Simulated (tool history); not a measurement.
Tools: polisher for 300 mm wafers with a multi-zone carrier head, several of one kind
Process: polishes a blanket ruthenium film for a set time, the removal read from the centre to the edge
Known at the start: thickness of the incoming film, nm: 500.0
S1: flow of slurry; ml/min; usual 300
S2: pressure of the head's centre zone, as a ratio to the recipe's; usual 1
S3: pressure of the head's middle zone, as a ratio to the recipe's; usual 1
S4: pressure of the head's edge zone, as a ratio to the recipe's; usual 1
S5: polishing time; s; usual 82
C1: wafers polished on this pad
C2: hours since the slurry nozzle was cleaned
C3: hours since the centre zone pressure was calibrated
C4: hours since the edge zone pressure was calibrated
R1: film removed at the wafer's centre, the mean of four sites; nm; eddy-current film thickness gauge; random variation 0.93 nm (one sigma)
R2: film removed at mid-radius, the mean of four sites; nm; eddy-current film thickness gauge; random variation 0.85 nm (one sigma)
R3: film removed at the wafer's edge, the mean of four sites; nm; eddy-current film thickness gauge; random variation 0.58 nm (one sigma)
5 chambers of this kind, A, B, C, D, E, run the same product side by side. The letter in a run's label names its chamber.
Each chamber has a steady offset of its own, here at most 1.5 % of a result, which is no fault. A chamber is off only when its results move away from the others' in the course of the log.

run,hour,S1,S2,S3,S4,S5,C1,C2,C3,C4,R1,R2,R3
# hour 8.8: chamber B: worn pad replaced by a new one
1B,10.7,300,1,1,1,82,24,500.7,137.2,726.2,79.532,80.538,79.435
2C,19.6,300,1,1,1,82,491,564.6,218.4,869.7,79.329,81.306,80.164
# hour 25.5: chamber E: worn pad replaced by a new one
3A,29.2,300,1,1,1,82,417,44.4,868.1,37.9,79.068,78.087,80.257
# hour 35.1: chamber C: worn pad replaced by a new one
4D,40.6,300,1,1,1,82,992,417.4,988.8,108.9,82.605,80.358,80.59
5E,50.2,300,1,1,1,82,306,161.4,455.5,984.8,79.186,79.267,78.895
6A,57.3,300,1,1,1,82,765,72.5,896.2,66,80.36,79.98,80.327
# hour 61.3: chamber D: worn pad replaced by a new one
# hour 66.2: chamber B: worn pad replaced by a new one
7E,67.8,300,1,1,1,82,524,179,473.1,1002.4,78.614,79.236,79.163
8B,74.2,300,1,1,1,82,99,564.2,200.7,789.7,81.649,79.772,79.299
# hour 82.1: chamber C: edge zone pressure recalibrated
9D,85.2,300,1,1,1,82,296,462,1033.4,153.5,81.059,81.697,79.745
10C,95.8,385,1,1.05,1,82,751,640.8,294.6,13.7,81.226,84.101,82.709
# hour 102.2: chamber A: worn pad replaced by a new one
11E,102.4,385,1,1.05,1,82,953,213.6,507.7,1037,80.516,84.579,80.965
# hour 103: chamber C: worn pad replaced by a new one
12A,110.4,385,1,1.05,1,82,102,125.6,949.3,119.1,82.381,85.912,81.751
13D,116.3,385,1,1.05,1,82,681,493.1,1064.5,184.6,82.631,86.922,81.165
# hour 119.3: chamber E: centre zone pressure recalibrated
# hour 119.9: chamber E: edge zone pressure recalibrated
14B,121.8,385,1,1.05,1,82,688,611.8,248.3,837.3,82.636,86.893,79.95
# hour 124.2: chamber B: worn pad replaced by a new one
15C,128.3,300,1,1,1,82,314,673.3,327.1,46.2,79.439,80.322,79.23
16E,136.7,300,1,1,1,82,1377,247.9,17.4,16.8,78.561,78.943,79.543
# hour 139.6: chamber E: worn pad replaced by a new one
# hour 141.6: chamber D: centre zone pressure recalibrated
17B,143.4,300,1,1,1,82,237,633.4,269.9,858.9,80.259,80.259,79.3
18D,151.5,300,0.94,1,1,82,1117,528.3,9.9,219.8,74.767,81.196,80.109
19C,159.1,300,0.94,1,1,82,695,704.1,357.9,77,74.61,78.413,79.931
# hour 161.6: chamber C: worn pad replaced by a new one
20A,167.1,300,0.94,1,1,82,804,182.3,1006,175.8,76.26,80.344,80.368
# hour 172.3: chamber D: worn pad replaced by a new one
21D,174,300,0.94,1,1,82,21,550.8,32.4,242.3,74.542,79.725,80.285
# hour 178.9: chamber B: worn pad replaced by a new one
22C,180.9,300,0.94,1,1,82,239,725.9,379.7,98.8,76.244,83.077,80.217
# hour 184.2: chamber B: edge zone pressure recalibrated
23A,187.3,300,1,1,1,82,1054,202.5,1026.2,196,81.611,79.623,80.179
24B,193.8,300,1,1,1,82,184,683.8,320.3,9.6,80.915,81.251,80.29
25E,202.4,250,1,1,1,82,778,313.6,83.1,82.5,77.115,79.671,78.358
# hour 206.1: chamber A: slurry nozzle cleaned
26C,209.2,250,1,1,1,82,589,754.2,408,127.1,78.293,79.047,79.284
27D,215.1,250,1,1,1,82,530,591.9,73.5,283.4,79.334,78.281,79.808
# hour 220.4: chamber C: worn pad replaced by a new one
# hour 222.6: chamber A: worn pad replaced by a new one
28B,226,250,1,1,1,82,583,716,352.5,41.8,79.06,78.621,77.9
29E,231.1,250,1,1,1,82,1133,342.3,111.8,111.2,77.543,78.772,76.954
30A,236.3,300,1,1,1,82,169,30.3,1075.2,245,80.375,78.818,79.764
# hour 238.2: chamber B: worn pad replaced by a new one
31A,241.8,300,1,1,1,82,237,35.8,1080.7,250.5,80.164,80.624,80.49
32E,247.5,300,1,1,1,82,1336,358.7,128.2,127.6,80.074,79.678,79.404
33D,254.6,300,1,1,1,82,1019,631.4,113,322.9,81.964,79.801,80.264
34C,260.7,300,1,1,1,82,499,805.7,459.5,178.6,80.759,82.339,80.851
# hour 265.5: chamber E: worn pad replaced by a new one
35B,272.1,300,1,1,1,82,420,762.1,398.6,87.9,80.092,79.675,79.078
# hour 277.9: chamber C: centre zone pressure recalibrated
36A,280.8,300,1,1,1,82,720,74.8,1119.7,289.5,80.794,78.679,80.861
37C,286.7,300,1,1,1,82,821,831.7,8.9,204.6,80.18,80.171,80.004
38E,297.1,300,1,1,1,82,391,408.3,177.8,177.2,78.642,79.554,79.587
39B,303.1,300,1,1,1,82,804,793.1,429.6,118.9,81.289,81.152,79.63
# hour 306.1: chamber D: worn pad replaced by a new one
# hour 309: chamber D: slurry nozzle cleaned
40D,310.6,300,1,1,1,69,56,1.7,169,378.9,69.016,67.644,67.368

What goes on in this fleet: one chamber off, a drifting gauge, or nothing beyond the chambers' own small offsets? Name the chamber and the cause, if any.

No chamber stands off beyond its own small offset, and the gauge holds steady.

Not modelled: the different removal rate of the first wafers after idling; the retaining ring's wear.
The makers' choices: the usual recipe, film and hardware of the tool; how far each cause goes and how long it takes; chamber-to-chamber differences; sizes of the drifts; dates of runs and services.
